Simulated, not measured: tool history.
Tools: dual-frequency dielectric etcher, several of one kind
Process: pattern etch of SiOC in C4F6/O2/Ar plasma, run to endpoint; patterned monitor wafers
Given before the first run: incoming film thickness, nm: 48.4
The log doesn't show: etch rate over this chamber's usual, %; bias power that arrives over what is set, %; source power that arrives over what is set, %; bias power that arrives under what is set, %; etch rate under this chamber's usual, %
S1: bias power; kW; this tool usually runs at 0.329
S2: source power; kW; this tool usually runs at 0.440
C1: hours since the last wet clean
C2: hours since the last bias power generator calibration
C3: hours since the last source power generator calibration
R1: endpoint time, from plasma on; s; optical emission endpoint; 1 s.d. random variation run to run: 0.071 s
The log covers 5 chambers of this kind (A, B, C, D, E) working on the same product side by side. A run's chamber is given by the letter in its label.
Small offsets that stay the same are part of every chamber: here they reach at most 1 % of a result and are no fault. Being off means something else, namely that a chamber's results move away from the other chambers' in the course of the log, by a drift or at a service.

{"run": "1D", "day": 0.171, "S1": 0.329, "S2": 0.44, "C1": 490.9, "C2": 3554.3, "C3": 2220.7, "R1": 18.142}
{"run": "2C", "day": 0.321, "S1": 0.329, "S2": 0.44, "C1": 135.9, "C2": 2748.3, "C3": 3207.1, "R1": 18.482}
{"run": "3E", "day": 0.429, "S1": 0.329, "S2": 0.44, "C1": 114.3, "C2": 2259.4, "C3": 943.9, "R1": 18.106}
{"run": "4A", "day": 0.567, "S1": 0.329, "S2": 0.44, "C1": 356.4, "C2": 2451.6, "C3": 2946.7, "R1": 18.245}
{"run": "5B", "day": 0.758, "S1": 0.329, "S2": 0.44, "C1": 367.8, "C2": 220.3, "C3": 2172.5, "R1": 18.167}
{"run": "6E", "day": 0.929, "S1": 0.329, "S2": 0.44, "C1": 126.3, "C2": 2271.4, "C3": 955.9, "R1": 18.106}
{"run": "7A", "day": 1.021, "S1": 0.329, "S2": 0.44, "C1": 367.3, "C2": 2462.5, "C3": 2957.6, "R1": 18.457}
{"run": "8B", "day": 1.183, "S1": 0.329, "S2": 0.44, "C1": 378.0, "C2": 230.5, "C3": 2182.7, "R1": 18.288}
{"run": "9D", "day": 1.288, "S1": 0.329, "S2": 0.44, "C1": 517.7, "C2": 3581.1, "C3": 2247.5, "R1": 18.353}
{"run": "10C", "day": 1.404, "S1": 0.329, "S2": 0.44, "C1": 161.9, "C2": 2774.3, "C3": 3233.1, "R1": 18.363}
{"run": "11D", "day": 1.512, "S1": 0.329, "S2": 0.44, "C1": 523.1, "C2": 3586.5, "C3": 2252.9, "R1": 18.16}
{"run": "12E", "day": 1.638, "S1": 0.329, "S2": 0.44, "C1": 143.3, "C2": 2288.4, "C3": 972.9, "R1": 18.148}
{"run": "13C", "day": 1.729, "S1": 0.329, "S2": 0.44, "C1": 169.7, "C2": 2782.1, "C3": 3240.9, "R1": 18.563}
{"run": "14B", "day": 1.821, "S1": 0.329, "S2": 0.44, "C1": 393.3, "C2": 245.8, "C3": 2198.0, "R1": 18.179}
{"run": "15A", "day": 2.0, "S1": 0.329, "S2": 0.44, "C1": 390.8, "C2": 2486.0, "C3": 2981.1, "R1": 18.287}
{"run": "16C", "day": 2.138, "S1": 0.329, "S2": 0.44, "C1": 179.5, "C2": 2791.9, "C3": 3250.7, "R1": 18.334}
{"run": "17B", "day": 2.229, "S1": 0.329, "S2": 0.44, "C1": 403.1, "C2": 255.6, "C3": 2207.8, "R1": 18.118}
{"run": "18D", "day": 2.417, "S1": 0.329, "S2": 0.44, "C1": 544.8, "C2": 3608.2, "C3": 2274.6, "R1": 18.128}
{"run": "19A", "day": 2.596, "S1": 0.369, "S2": 0.5, "C1": 405.1, "C2": 2500.3, "C3": 2995.4, "R1": 16.731}
{"run": "20E", "day": 2.704, "S1": 0.369, "S2": 0.5, "C1": 168.9, "C2": 2314.0, "C3": 998.5, "R1": 16.668}
{"day": 2.712, "done": "chamber C: source power generator calibrated"}
{"run": "21B", "day": 2.8, "S1": 0.369, "S2": 0.5, "C1": 416.8, "C2": 269.3, "C3": 2221.5, "R1": 16.624}
{"run": "22E", "day": 2.958, "S1": 0.369, "S2": 0.5, "C1": 175.0, "C2": 2320.1, "C3": 1004.6, "R1": 16.529}
{"run": "23D", "day": 3.15, "S1": 0.369, "S2": 0.5, "C1": 562.4, "C2": 3625.8, "C3": 2292.2, "R1": 16.634}
{"run": "24A", "day": 3.3, "S1": 0.329, "S2": 0.44, "C1": 422.0, "C2": 2517.2, "C3": 3012.3, "R1": 18.282}
{"day": 3.308, "done": "chamber D: wet clean of the chamber"}
{"run": "25C", "day": 3.462, "S1": 0.329, "S2": 0.44, "C1": 211.3, "C2": 2823.7, "C3": 18.1, "R1": 18.407}
{"run": "26B", "day": 3.654, "S1": 0.329, "S2": 0.44, "C1": 437.3, "C2": 289.8, "C3": 2242.0, "R1": 18.172}
{"run": "27D", "day": 3.762, "S1": 0.405, "S2": 0.5, "C1": 10.9, "C2": 3640.5, "C3": 2306.9, "R1": 16.959}
{"run": "28A", "day": 3.942, "S1": 0.405, "S2": 0.5, "C1": 437.4, "C2": 2532.6, "C3": 3027.7, "R1": 16.285}
{"run": "29C", "day": 4.096, "S1": 0.405, "S2": 0.5, "C1": 226.5, "C2": 2838.9, "C3": 33.3, "R1": 16.273}
{"run": "30E", "day": 4.204, "S1": 0.405, "S2": 0.5, "C1": 204.9, "C2": 2350.0, "C3": 1034.5, "R1": 16.046}
{"run": "31C", "day": 4.358, "S1": 0.405, "S2": 0.5, "C1": 232.8, "C2": 2845.2, "C3": 39.6, "R1": 16.266}
{"run": "32D", "day": 4.538, "S1": 0.369, "S2": 0.44, "C1": 29.5, "C2": 3659.1, "C3": 2325.5, "R1": 18.216}
{"day": 4.546, "done": "chamber B: wet clean of the chamber"}
{"run": "33E", "day": 4.688, "S1": 0.369, "S2": 0.44, "C1": 216.5, "C2": 2361.6, "C3": 1046.1, "R1": 17.47}
{"run": "34A", "day": 4.788, "S1": 0.369, "S2": 0.44, "C1": 457.7, "C2": 2552.9, "C3": 3048.0, "R1": 17.611}
{"run": "35B", "day": 4.971, "S1": 0.369, "S2": 0.44, "C1": 10.2, "C2": 321.4, "C3": 2273.6, "R1": 17.433}
{"run": "36E", "day": 5.117, "S1": 0.369, "S2": 0.44, "C1": 226.8, "C2": 2371.9, "C3": 1056.4, "R1": 17.494}
{"run": "37A", "day": 5.238, "S1": 0.329, "S2": 0.44, "C1": 468.5, "C2": 2563.7, "C3": 3058.8, "R1": 18.429}
{"run": "38B", "day": 5.35, "S1": 0.379, "S2": 0.44, "C1": 19.3, "C2": 330.5, "C3": 2282.7, "R1": 17.183}
{"run": "39C", "day": 5.45, "S1": 0.379, "S2": 0.44, "C1": 259.0, "C2": 2871.4, "C3": 65.8, "R1": 17.401}
{"run": "40D", "day": 5.575, "S1": 0.379, "S2": 0.44, "C1": 54.4, "C2": 3684.0, "C3": 2350.4, "R1": 18.121}

For the next run the whole fleet of 5 chambers uses the same settings. Give each chamber's results:
{"run": "41A", "day": 5.712, "S1": 0.329, "S2": 0.44, "R1": "?"}
{"run": "41B", "day": 5.712, "S1": 0.329, "S2": 0.44, "R1": "?"}
{"run": "41C", "day": 5.712, "S1": 0.329, "S2": 0.44, "R1": "?"}
{"run": "41D", "day": 5.712, "S1": 0.329, "S2": 0.44, "R1": "?"}
{"run": "41E", "day": 5.712, "S1": 0.329, "S2": 0.44, "R1": "?"}

run=41A R1=18.325
run=41B R1=18.133
run=41C R1=18.491
run=41D R1=18.951
run=41E R1=18.159
